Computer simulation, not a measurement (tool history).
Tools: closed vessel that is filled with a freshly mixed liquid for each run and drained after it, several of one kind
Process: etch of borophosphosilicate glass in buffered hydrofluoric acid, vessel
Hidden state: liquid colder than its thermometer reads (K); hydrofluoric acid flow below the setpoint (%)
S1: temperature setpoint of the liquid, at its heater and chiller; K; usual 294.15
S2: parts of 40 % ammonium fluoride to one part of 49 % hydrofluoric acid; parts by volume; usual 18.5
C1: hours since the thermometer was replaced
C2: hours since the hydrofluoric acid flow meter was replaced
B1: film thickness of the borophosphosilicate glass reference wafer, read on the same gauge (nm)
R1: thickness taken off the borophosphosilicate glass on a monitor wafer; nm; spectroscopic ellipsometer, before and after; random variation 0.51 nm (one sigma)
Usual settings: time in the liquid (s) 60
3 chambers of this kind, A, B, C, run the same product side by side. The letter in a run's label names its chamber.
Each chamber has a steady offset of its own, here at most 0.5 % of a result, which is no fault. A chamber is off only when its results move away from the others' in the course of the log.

Run 1A, hour 2.2: usual settings; C1 1060.5; C2 426.9; B1 90.003. Result: R1 71.023 nm.
Run 2B, hour 5.6: usual settings; C1 223.3; C2 397.0; B1 89.995. Result: R1 72.022 nm.
Run 3C, hour 8.6: usual settings; C1 441.4; C2 1245.0; B1 89.993. Result: R1 71.748 nm.
Run 4C, hour 10.9: usual settings; C1 443.7; C2 1247.3; B1 90.004. Result: R1 71.772 nm.
Run 5A, hour 14.9: usual settings; C1 1073.2; C2 439.6; B1 89.996. Result: R1 72.282 nm.
Run 6B, hour 17.5: usual settings; C1 235.2; C2 408.9; B1 90.026. Result: R1 72.665 nm.
Run 7B, hour 20.5: usual settings; C1 238.2; C2 411.9; B1 90.014. Result: R1 71.703 nm.
Run 8A, hour 23.8: usual settings; C1 1082.1; C2 448.5; B1 90.010. Result: R1 71.901 nm.
Run 9C, hour 27.9: usual settings; C1 460.7; C2 1264.3; B1 89.998. Result: R1 71.525 nm.
Run 10B, hour 30.2: usual settings; C1 247.9; C2 421.6; B1 90.009. Result: R1 73.097 nm.
Run 11A, hour 32.2: usual settings; C1 1090.5; C2 456.9; B1 90.012. Result: R1 71.775 nm.
Run 12C, hour 36.5: usual settings; C1 469.3; C2 1272.9; B1 89.994. Result: R1 71.027 nm.
Run 13A, hour 38.5: usual settings; C1 1096.8; C2 463.2; B1 89.994. Result: R1 71.528 nm.
Run 14C, hour 40.4: usual settings; C1 473.2; C2 1276.8; B1 89.979. Result: R1 70.651 nm.
Run 15B, hour 42.7: usual settings; C1 260.4; C2 434.1; B1 90.008. Result: R1 71.998 nm.
Run 16B, hour 46.4: usual settings; C1 264.1; C2 437.8; B1 89.995. Result: R1 72.299 nm.
Run 17A, hour 50.0: usual settings but S2 13.0 parts by volume; C1 1108.3; C2 474.7; B1 90.017. Result: R1 101.610 nm.
Run 18C, hour 53.7: usual settings but S2 13.0 parts by volume; C1 486.5; C2 1290.1; B1 90.000. Result: R1 98.487 nm.
Run 19C, hour 56.2: usual settings but S2 13.0 parts by volume; C1 489.0; C2 1292.6; B1 89.993. Result: R1 99.054 nm.
Run 20B, hour 59.3: usual settings; C1 277.0; C2 450.7; B1 90.016. Result: R1 72.477 nm.
Run 21A, hour 61.2: usual settings; C1 1119.5; C2 485.9; B1 89.986. Result: R1 71.549 nm.
Run 22C, hour 64.4: usual settings; C1 497.2; C2 1300.8; B1 89.999. Result: R1 69.552 nm.
Run 23A, hour 66.7: usual settings; C1 1125.0; C2 491.4; B1 90.015. Result: R1 72.377 nm.
Run 24B, hour 68.9: usual settings but S1 297.65 K, S2 22.0 parts by volume; C1 286.6; C2 460.3; B1 89.998. Result: R1 76.352 nm.
Run 25B, hour 71.3: usual settings but S1 297.65 K, S2 22.0 parts by volume; C1 289.0; C2 462.7; B1 89.997. Result: R1 75.917 nm.
Run 26A, hour 73.5: usual settings but S1 297.65 K, S2 22.0 parts by volume; C1 1131.8; C2 498.2; B1 90.010. Result: R1 75.252 nm.
Run 27C, hour 75.7: usual settings; C1 508.5; C2 1312.1; B1 89.982. Result: R1 68.411 nm.
Run 28B, hour 78.6: usual settings; C1 296.3; C2 470.0; B1 90.030. Result: R1 72.295 nm.
Run 29A, hour 81.5: usual settings; C1 1139.8; C2 506.2; B1 89.983. Result: R1 72.108 nm.

Next, every chamber runs the same settings. What will each give?
Run 30A, hour 84.6: usual settings. Result: R1 ?.
Run 30B, hour 84.6: usual settings. Result: R1 ?.
Run 30C, hour 84.6: usual settings. Result: R1 ?.

run      R1
30A  72.332
30B  72.809
30C  68.727
